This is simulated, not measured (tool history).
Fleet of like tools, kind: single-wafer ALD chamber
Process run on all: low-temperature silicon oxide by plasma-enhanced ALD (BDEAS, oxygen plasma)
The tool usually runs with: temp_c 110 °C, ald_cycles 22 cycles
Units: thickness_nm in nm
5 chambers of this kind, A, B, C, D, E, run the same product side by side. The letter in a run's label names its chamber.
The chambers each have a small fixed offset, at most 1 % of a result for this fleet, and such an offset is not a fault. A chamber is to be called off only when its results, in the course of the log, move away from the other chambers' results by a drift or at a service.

| run | hour | temp_c | ald_cycles | hours since the last thermocouple change | read-back reference wafer on the same gauge, thickness_nm | thickness_nm |
|---|---|---|---|---|---|---|
| 1E | 3.7 | 110 | 22 | 625.8 | 3.3322 | 3.1046 |
| 2A | 7.4 | 110 | 22 | 193.3 | 3.3321 | 3.0860 |
|  | 10.0 | chamber C: thermocouple changed; heater temperature recalibrated |
| 3C | 11.9 | 110 | 22 | 2.0 | 3.3306 | 3.0690 |
| 4B | 19.2 | 110 | 22 | 1126.7 | 3.3296 | 3.0991 |
| 5D | 24.5 | 110 | 22 | 806.7 | 3.3286 | 3.1068 |
| 6D | 31.1 | 104 | 22 | 813.3 | 3.3286 | 3.1108 |
| 7E | 38.1 | 104 | 22 | 660.2 | 3.3304 | 3.1065 |
| 8B | 43.9 | 104 | 22 | 1151.4 | 3.3334 | 3.1332 |
| 9A | 48.1 | 104 | 22 | 234.0 | 3.3306 | 3.1089 |
| 10C | 54.6 | 104 | 22 | 44.7 | 3.3302 | 3.0992 |
| 11A | 62.2 | 114 | 20 | 248.1 | 3.3300 | 2.7841 |
| 12B | 68.3 | 114 | 20 | 1175.8 | 3.3332 | 2.8169 |
| 13E | 73.1 | 114 | 20 | 695.2 | 3.3303 | 2.7769 |
| 14C | 79.9 | 114 | 20 | 70.0 | 3.3315 | 2.7811 |
| 15D | 86.1 | 114 | 20 | 868.3 | 3.3314 | 2.7729 |
| 16A | 91.9 | 110 | 22 | 277.8 | 3.3348 | 3.0739 |
| 17B | 98.6 | 110 | 22 | 1206.1 | 3.3319 | 3.0785 |
| 18C | 102.5 | 110 | 22 | 92.6 | 3.3333 | 3.0772 |
| 19D | 109.9 | 110 | 22 | 892.1 | 3.3324 | 3.0866 |
| 20E | 116.5 | 110 | 22 | 738.6 | 3.3308 | 3.0732 |
| 21A | 122.1 | 110 | 22 | 308.0 | 3.3277 | 3.0952 |
| 22B | 127.4 | 110 | 22 | 1234.9 | 3.3309 | 3.1294 |
| 23C | 132.3 | 117 | 20 | 122.4 | 3.3301 | 2.7739 |
| 24E | 138.7 | 117 | 20 | 760.8 | 3.3273 | 2.7717 |
| 25D | 142.1 | 117 | 20 | 924.3 | 3.3287 | 2.7655 |
| 26A | 146.2 | 117 | 20 | 332.1 | 3.3348 | 2.7632 |
| 27D | 153.2 | 117 | 20 | 935.4 | 3.3321 | 2.7800 |
| 28C | 159.1 | 110 | 22 | 149.2 | 3.3309 | 3.0682 |
| 29E | 166.7 | 110 | 22 | 788.8 | 3.3288 | 3.0722 |
| 30B | 170.5 | 110 | 22 | 1278.0 | 3.3321 | 3.0940 |
| 31A | 175.2 | 110 | 22 | 361.1 | 3.3309 | 3.0939 |
| 32E | 179.0 | 110 | 22 | 801.1 | 3.3316 | 3.0789 |
| 33C | 185.2 | 110 | 22 | 175.3 | 3.3291 | 3.0813 |
| 34D | 191.3 | 110 | 22 | 973.5 | 3.3330 | 3.0952 |
| 35B | 197.6 | 110 | 22 | 1305.1 | 3.3317 | 3.1151 |
| 36C | 204.6 | 110 | 22 | 194.7 | 3.3303 | 3.0977 |
| 37D | 211.9 | 110 | 22 | 994.1 | 3.3280 | 3.0590 |
| 38A | 219.0 | 110 | 22 | 404.9 | 3.3284 | 3.0627 |
| 39B | 223.4 | 110 | 22 | 1330.9 | 3.3316 | 3.1317 |
| 40E | 229.6 | 110 | 22 | 851.7 | 3.3343 | 3.0847 |
| 41D | 236.1 | 102 | 20 | 1018.3 | 3.3284 | 2.8503 |
| 42E | 240.8 | 102 | 20 | 862.9 | 3.3313 | 2.8438 |
| 43C | 244.2 | 102 | 20 | 234.3 | 3.3342 | 2.8385 |

All 5 chambers run these settings next. Forecast each chamber's results:
| 44A | 249.7 | 100 | 22 |  |  | ? |
| 44B | 249.7 | 100 | 22 |  |  | ? |
| 44C | 249.7 | 100 | 22 |  |  | ? |
| 44D | 249.7 | 100 | 22 |  |  | ? |
| 44E | 249.7 | 100 | 22 |  |  | ? |

| run | thickness_nm |
|---|---|
| 44A | 3.1218 |
| 44B | 3.1650 |
| 44C | 3.1459 |
| 44D | 3.1440 |
| 44E | 3.1619 |
